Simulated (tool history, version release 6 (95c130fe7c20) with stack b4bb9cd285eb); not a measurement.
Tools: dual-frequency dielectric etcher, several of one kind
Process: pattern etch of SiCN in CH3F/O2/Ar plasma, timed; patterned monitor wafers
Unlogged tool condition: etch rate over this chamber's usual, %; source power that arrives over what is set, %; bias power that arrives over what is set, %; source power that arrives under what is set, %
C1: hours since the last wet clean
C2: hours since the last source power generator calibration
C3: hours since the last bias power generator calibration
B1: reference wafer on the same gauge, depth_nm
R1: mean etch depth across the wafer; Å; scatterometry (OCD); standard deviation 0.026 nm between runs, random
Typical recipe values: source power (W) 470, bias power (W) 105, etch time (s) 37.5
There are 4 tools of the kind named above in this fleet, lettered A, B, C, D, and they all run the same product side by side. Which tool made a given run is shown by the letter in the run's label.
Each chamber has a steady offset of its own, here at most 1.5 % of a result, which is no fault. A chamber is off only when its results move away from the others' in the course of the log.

Run 1D, hour 10.4: usual settings; C1 238.1; C2 461.3; C3 618.1; B1 15.597. Result: R1 171.43 Å.
Run 2A, hour 17.0: usual settings; C1 145.8; C2 95.6; C3 1727.9; B1 15.605. Result: R1 171.49 Å.
Run 3C, hour 23.5: usual settings; C1 192.7; C2 302.9; C3 1379.3; B1 15.604. Result: R1 169.85 Å.
Run 4B, hour 34.0: usual settings; C1 229.5; C2 1578.5; C3 472.9; B1 15.609. Result: R1 170.23 Å.
Run 5A, hour 41.3: usual settings; C1 170.1; C2 119.9; C3 1752.2; B1 15.617. Result: R1 171.44 Å.
Run 6C, hour 47.4: usual settings but source power (W) 580, etch time (s) 32.0; C1 216.6; C2 326.8; C3 1403.2; B1 15.613. Result: R1 156.26 Å.
Run 7B, hour 58.7: usual settings but source power (W) 580, etch time (s) 32.0; C1 254.2; C2 1603.2; C3 497.6; B1 15.622. Result: R1 157.30 Å.
Run 8D, hour 68.5: usual settings but source power (W) 580, etch time (s) 32.0; C1 296.2; C2 519.4; C3 676.2; B1 15.615. Result: R1 157.98 Å.
Run 9B, hour 78.3: usual settings but source power (W) 580, etch time (s) 32.0; C1 273.8; C2 1622.8; C3 517.2; B1 15.627. Result: R1 157.14 Å.
Run 10D, hour 88.9: usual settings but source power (W) 580, bias power (W) 118; C1 316.6; C2 539.8; C3 696.6; B1 15.627. Result: R1 194.33 Å.
Run 11A, hour 96.0: usual settings but source power (W) 580, bias power (W) 118; C1 224.8; C2 174.6; C3 1806.9; B1 15.623. Result: R1 193.49 Å.
Run 12C, hour 106.0: usual settings but source power (W) 580, bias power (W) 118; C1 275.2; C2 385.4; C3 1461.8; B1 15.636. Result: R1 191.96 Å.
Run 13A, hour 115.4: usual settings but source power (W) 580, bias power (W) 118; C1 244.2; C2 194.0; C3 1826.3; B1 15.637. Result: R1 194.16 Å.
Run 14C, hour 125.8: usual settings but source power (W) 410; C1 295.0; C2 405.2; C3 1481.6; B1 15.633. Result: R1 161.65 Å.
Run 15D, hour 132.6: usual settings but source power (W) 410; C1 360.3; C2 583.5; C3 740.3; B1 15.644. Result: R1 163.11 Å.
Run 16B, hour 143.9: usual settings but source power (W) 410; C1 339.4; C2 1688.4; C3 582.8; B1 15.649. Result: R1 162.69 Å.
Run 17C, hour 152.2: usual settings but source power (W) 410; C1 321.4; C2 431.6; C3 1508.0; B1 15.645. Result: R1 161.62 Å.
Run 18A, hour 159.0: usual settings but source power (W) 390, etch time (s) 46.0; C1 287.8; C2 237.6; C3 1869.9; B1 15.646. Result: R1 197.19 Å.
Run 19D, hour 168.0: usual settings but source power (W) 390, etch time (s) 46.0; C1 395.7; C2 618.9; C3 775.7; B1 15.657. Result: R1 196.81 Å.
At hour 175.0: chamber C: wet clean of the chamber.
At hour 175.3: chamber B: wet clean of the chamber.
Run 20B, hour 179.2: usual settings but source power (W) 390, etch time (s) 46.0; C1 3.9; C2 1723.7; C3 618.1; B1 15.659. Result: R1 196.27 Å.
Run 21A, hour 189.8: usual settings but source power (W) 390, etch time (s) 46.0; C1 318.6; C2 268.4; C3 1900.7; B1 15.652. Result: R1 197.77 Å.
Run 22B, hour 198.3: usual settings; C1 23.0; C2 1742.8; C3 637.2; B1 15.655. Result: R1 170.82 Å.
Run 23D, hour 206.5: usual settings; C1 434.2; C2 657.4; C3 814.2; B1 15.661. Result: R1 172.22 Å.
Run 24C, hour 214.6: usual settings; C1 39.7; C2 494.0; C3 1570.4; B1 15.661. Result: R1 170.77 Å.
Run 25C, hour 222.5: usual settings; C1 47.6; C2 501.9; C3 1578.3; B1 15.662. Result: R1 170.38 Å.
Run 26A, hour 233.5: usual settings; C1 362.3; C2 312.1; C3 1944.4; B1 15.669. Result: R1 172.37 Å.
Run 27B, hour 242.3: usual settings; C1 67.0; C2 1786.8; C3 681.2; B1 15.667. Result: R1 171.20 Å.
Run 28D, hour 253.8: usual settings; C1 481.5; C2 704.7; C3 861.5; B1 15.675. Result: R1 172.38 Å.
Run 29C, hour 263.2: usual settings but source power (W) 360, bias power (W) 113; C1 88.3; C2 542.6; C3 1619.0; B1 15.674. Result: R1 159.04 Å.
Run 30B, hour 269.5: usual settings but source power (W) 360, bias power (W) 113; C1 94.2; C2 1814.0; C3 708.4; B1 15.687. Result: R1 159.96 Å.
Run 31A, hour 278.4: usual settings but source power (W) 360, bias power (W) 113; C1 407.2; C2 357.0; C3 1989.3; B1 15.685. Result: R1 162.04 Å.
Run 32D, hour 286.0: usual settings but source power (W) 360, bias power (W) 113; C1 513.7; C2 736.9; C3 893.7; B1 15.688. Result: R1 160.05 Å.
Run 33B, hour 295.6: usual settings; C1 120.3; C2 1840.1; C3 734.5; B1 15.685. Result: R1 171.66 Å.
Run 34A, hour 303.3: usual settings; C1 432.1; C2 381.9; C3 2014.2; B1 15.694. Result: R1 172.75 Å.
Run 35D, hour 314.4: usual settings; C1 542.1; C2 765.3; C3 922.1; B1 15.697. Result: R1 172.46 Å.
Run 36C, hour 320.7: usual settings; C1 145.8; C2 600.1; C3 1676.5; B1 15.697. Result: R1 170.57 Å.
Run 37A, hour 327.4: usual settings but bias power (W) 92; C1 456.2; C2 406.0; C3 2038.3; B1 15.698. Result: R1 164.39 Å.

Has any chamber moved away from the others, gradually or after a service, or does the common gauge drift, or do the chambers differ only by their own small steady offsets? State the chamber and the most likely cause if one applies.

Every chamber seems to shift together because the gauge that measures them all drifts; the chambers themselves are fine.
Cause: gauge reads high (%) = 0.633.
